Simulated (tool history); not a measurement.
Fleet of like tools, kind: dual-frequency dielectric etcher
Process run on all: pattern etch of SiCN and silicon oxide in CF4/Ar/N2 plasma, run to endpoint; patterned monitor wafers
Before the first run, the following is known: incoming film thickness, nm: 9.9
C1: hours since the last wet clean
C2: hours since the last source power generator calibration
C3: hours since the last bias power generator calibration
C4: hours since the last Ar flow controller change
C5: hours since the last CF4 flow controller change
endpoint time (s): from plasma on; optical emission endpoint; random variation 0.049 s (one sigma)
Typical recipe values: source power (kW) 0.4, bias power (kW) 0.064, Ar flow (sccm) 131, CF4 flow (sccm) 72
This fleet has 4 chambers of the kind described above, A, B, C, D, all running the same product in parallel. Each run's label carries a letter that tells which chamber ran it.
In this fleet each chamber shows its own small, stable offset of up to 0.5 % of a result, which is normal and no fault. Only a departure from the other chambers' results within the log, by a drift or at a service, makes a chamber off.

run 1A hour=7.5 | source_power_(kW)=0.4 bias_power_(kW)=0.064 Ar_flow_(sccm)=131 CF4_flow_(sccm)=72 | C1=463.6 C2=846.9 C3=2463.5 C4=3016 C5=645.4 | endpoint_time_(s)=13.818
run 2B hour=14.1 | source_power_(kW)=0.4 bias_power_(kW)=0.064 Ar_flow_(sccm)=131 CF4_flow_(sccm)=72 | C1=165.7 C2=2727.2 C3=3606.7 C4=2029.4 C5=826 | endpoint_time_(s)=13.848
run 3C hour=19.7 | source_power_(kW)=0.4 bias_power_(kW)=0.064 Ar_flow_(sccm)=131 CF4_flow_(sccm)=72 | C1=39.4 C2=4330.9 C3=777.3 C4=5156.5 C5=704.5 | endpoint_time_(s)=13.859
run 4D hour=28.2 | source_power_(kW)=0.4 bias_power_(kW)=0.064 Ar_flow_(sccm)=131 CF4_flow_(sccm)=72 | C1=150.5 C2=167.1 C3=2800.2 C4=3246.6 C5=2162.9 | endpoint_time_(s)=13.787
run 5D hour=32.8 | source_power_(kW)=0.4 bias_power_(kW)=0.064 Ar_flow_(sccm)=131 CF4_flow_(sccm)=72 | C1=155.1 C2=171.7 C3=2804.8 C4=3251.2 C5=2167.5 | endpoint_time_(s)=13.778
run 6A hour=40.7 | source_power_(kW)=0.4 bias_power_(kW)=0.064 Ar_flow_(sccm)=131 CF4_flow_(sccm)=72 | C1=496.8 C2=880.1 C3=2496.7 C4=3049.2 C5=678.6 | endpoint_time_(s)=13.826
run 7C hour=46 | source_power_(kW)=0.4 bias_power_(kW)=0.057 Ar_flow_(sccm)=131 CF4_flow_(sccm)=81 | C1=65.7 C2=4357.2 C3=803.6 C4=5182.8 C5=730.8 | endpoint_time_(s)=14.051
run 8B hour=51 | source_power_(kW)=0.4 bias_power_(kW)=0.057 Ar_flow_(sccm)=131 CF4_flow_(sccm)=81 | C1=202.6 C2=2764.1 C3=3643.6 C4=2066.3 C5=862.9 | endpoint_time_(s)=14.16
run 9D hour=59.3 | source_power_(kW)=0.4 bias_power_(kW)=0.057 Ar_flow_(sccm)=131 CF4_flow_(sccm)=81 | C1=181.6 C2=198.2 C3=2831.3 C4=3277.7 C5=2194 | endpoint_time_(s)=14.081
run 10A hour=64.5 | source_power_(kW)=0.4 bias_power_(kW)=0.057 Ar_flow_(sccm)=131 CF4_flow_(sccm)=81 | C1=520.6 C2=903.9 C3=2520.5 C4=3073 C5=702.4 | endpoint_time_(s)=13.993
run 11C hour=73 | source_power_(kW)=0.4 bias_power_(kW)=0.064 Ar_flow_(sccm)=131 CF4_flow_(sccm)=72 | C1=92.7 C2=4384.2 C3=830.6 C4=5209.8 C5=757.8 | endpoint_time_(s)=13.678
run 12B hour=78.2 | source_power_(kW)=0.4 bias_power_(kW)=0.064 Ar_flow_(sccm)=131 CF4_flow_(sccm)=72 | C1=229.8 C2=2791.3 C3=3670.8 C4=2093.5 C5=890.1 | endpoint_time_(s)=13.927
run 13C hour=82.6 | source_power_(kW)=0.4 bias_power_(kW)=0.064 Ar_flow_(sccm)=131 CF4_flow_(sccm)=72 | C1=102.3 C2=4393.8 C3=840.2 C4=5219.4 C5=767.4 | endpoint_time_(s)=13.81
run 14B hour=90 | source_power_(kW)=0.4 bias_power_(kW)=0.064 Ar_flow_(sccm)=131 CF4_flow_(sccm)=72 | C1=241.6 C2=2803.1 C3=3682.6 C4=2105.3 C5=901.9 | endpoint_time_(s)=13.865
run 15D hour=98.3 | source_power_(kW)=0.4 bias_power_(kW)=0.064 Ar_flow_(sccm)=131 CF4_flow_(sccm)=72 | C1=220.6 C2=237.2 C3=2870.3 C4=3316.7 C5=2233 | endpoint_time_(s)=13.606
run 16A hour=106.9 | source_power_(kW)=0.4 bias_power_(kW)=0.064 Ar_flow_(sccm)=131 CF4_flow_(sccm)=72 | C1=563 C2=946.3 C3=2562.9 C4=3115.4 C5=744.8 | endpoint_time_(s)=13.832
run 17A hour=114.2 | source_power_(kW)=0.4 bias_power_(kW)=0.064 Ar_flow_(sccm)=131 CF4_flow_(sccm)=72 | C1=570.3 C2=953.6 C3=2570.2 C4=3122.7 C5=752.1 | endpoint_time_(s)=13.783
run 18C hour=120 | source_power_(kW)=0.4 bias_power_(kW)=0.064 Ar_flow_(sccm)=131 CF4_flow_(sccm)=72 | C1=139.7 C2=4431.2 C3=877.6 C4=5256.8 C5=804.8 | endpoint_time_(s)=13.797
run 19D hour=127.9 | source_power_(kW)=0.4 bias_power_(kW)=0.064 Ar_flow_(sccm)=99 CF4_flow_(sccm)=85 | C1=250.2 C2=266.8 C3=2899.9 C4=3346.3 C5=2262.6 | endpoint_time_(s)=12.535
run 20B hour=134.2 | source_power_(kW)=0.4 bias_power_(kW)=0.064 Ar_flow_(sccm)=99 CF4_flow_(sccm)=85 | C1=285.8 C2=2847.3 C3=3726.8 C4=2149.5 C5=946.1 | endpoint_time_(s)=12.885
run 21A hour=138.3 | source_power_(kW)=0.4 bias_power_(kW)=0.064 Ar_flow_(sccm)=99 CF4_flow_(sccm)=85 | C1=594.4 C2=977.7 C3=2594.3 C4=3146.8 C5=776.2 | endpoint_time_(s)=12.907
run 22B hour=144.2 | source_power_(kW)=0.4 bias_power_(kW)=0.064 Ar_flow_(sccm)=99 CF4_flow_(sccm)=85 | C1=295.8 C2=2857.3 C3=3736.8 C4=2159.5 C5=956.1 | endpoint_time_(s)=12.941
run 23C hour=152.1 | source_power_(kW)=0.4 bias_power_(kW)=0.064 Ar_flow_(sccm)=131 CF4_flow_(sccm)=72 | C1=171.8 C2=4463.3 C3=909.7 C4=5288.9 C5=836.9 | endpoint_time_(s)=13.721
run 24D hour=156.1 | source_power_(kW)=0.4 bias_power_(kW)=0.064 Ar_flow_(sccm)=131 CF4_flow_(sccm)=72 | C1=278.4 C2=295 C3=2928.1 C4=3374.5 C5=2290.8 | endpoint_time_(s)=13.276
run 25A hour=162.8 | source_power_(kW)=0.4 bias_power_(kW)=0.064 Ar_flow_(sccm)=131 CF4_flow_(sccm)=72 | C1=618.9 C2=1002.2 C3=2618.8 C4=3171.3 C5=800.7 | endpoint_time_(s)=13.812
run 26D hour=171.1 | source_power_(kW)=0.4 bias_power_(kW)=0.064 Ar_flow_(sccm)=131 CF4_flow_(sccm)=72 | C1=293.4 C2=310 C3=2943.1 C4=3389.5 C5=2305.8 | endpoint_time_(s)=13.325
run 27B hour=177.1 | source_power_(kW)=0.4 bias_power_(kW)=0.064 Ar_flow_(sccm)=131 CF4_flow_(sccm)=72 | C1=328.7 C2=2890.2 C3=3769.7 C4=2192.4 C5=989 | endpoint_time_(s)=13.858
run 28C hour=182.1 | source_power_(kW)=0.4 bias_power_(kW)=0.064 Ar_flow_(sccm)=131 CF4_flow_(sccm)=72 | C1=201.8 C2=4493.3 C3=939.7 C4=5318.9 C5=866.9 | endpoint_time_(s)=13.797
run 29D hour=187.5 | source_power_(kW)=0.4 bias_power_(kW)=0.064 Ar_flow_(sccm)=131 CF4_flow_(sccm)=86 | C1=309.8 C2=326.4 C3=2959.5 C4=3405.9 C5=2322.2 | endpoint_time_(s)=12.685

Decide between three cases: one chamber stands off from its peers, the gauge reading all wafers drifts, or nothing is wrong past each chamber's small offset. Where a chamber is off, say which and what most likely put it there.

Little by little, chamber D moves away from the other chambers.
Cause: etch rate over this chamber's usual, % = 5.25.
From this log alone, it may not be told apart from: source power that arrives over what is set, %.

Chamber D could run next with any of the 4 candidate recipes listed below; each alters the usual settings, and their results appear as question marks. Which one brings its results back in line with what the other chambers deliver on the usual settings?
Maximum distance from the other chambers' mean on the usual settings for a result to count as in line: endpoint time (s) 0.17
run 30D-1 hour=193.8 | source_power_(kW)=0.4 bias_power_(kW)=0.056 Ar_flow_(sccm)=131 CF4_flow_(sccm)=68 | endpoint_time_(s)=?
run 30D-2 hour=193.8 | source_power_(kW)=0.4 bias_power_(kW)=0.064 Ar_flow_(sccm)=96 CF4_flow_(sccm)=72 | endpoint_time_(s)=?
run 30D-3 hour=193.8 | source_power_(kW)=0.4 bias_power_(kW)=0.068 Ar_flow_(sccm)=127 CF4_flow_(sccm)=72 | endpoint_time_(s)=?
run 30D-4 hour=193.8 | source_power_(kW)=0.4 bias_power_(kW)=0.06 Ar_flow_(sccm)=134 CF4_flow_(sccm)=70 | endpoint_time_(s)=?

The mean the other chambers reach with the usual settings: endpoint time (s) 13.803
run=30D-1 endpoint_time_(s)=13.829
run=30D-2 endpoint_time_(s)=12.464
run=30D-3 endpoint_time_(s)=12.742
run=30D-4 endpoint_time_(s)=13.489
30D-1 puts the chamber back in line with the other chambers.

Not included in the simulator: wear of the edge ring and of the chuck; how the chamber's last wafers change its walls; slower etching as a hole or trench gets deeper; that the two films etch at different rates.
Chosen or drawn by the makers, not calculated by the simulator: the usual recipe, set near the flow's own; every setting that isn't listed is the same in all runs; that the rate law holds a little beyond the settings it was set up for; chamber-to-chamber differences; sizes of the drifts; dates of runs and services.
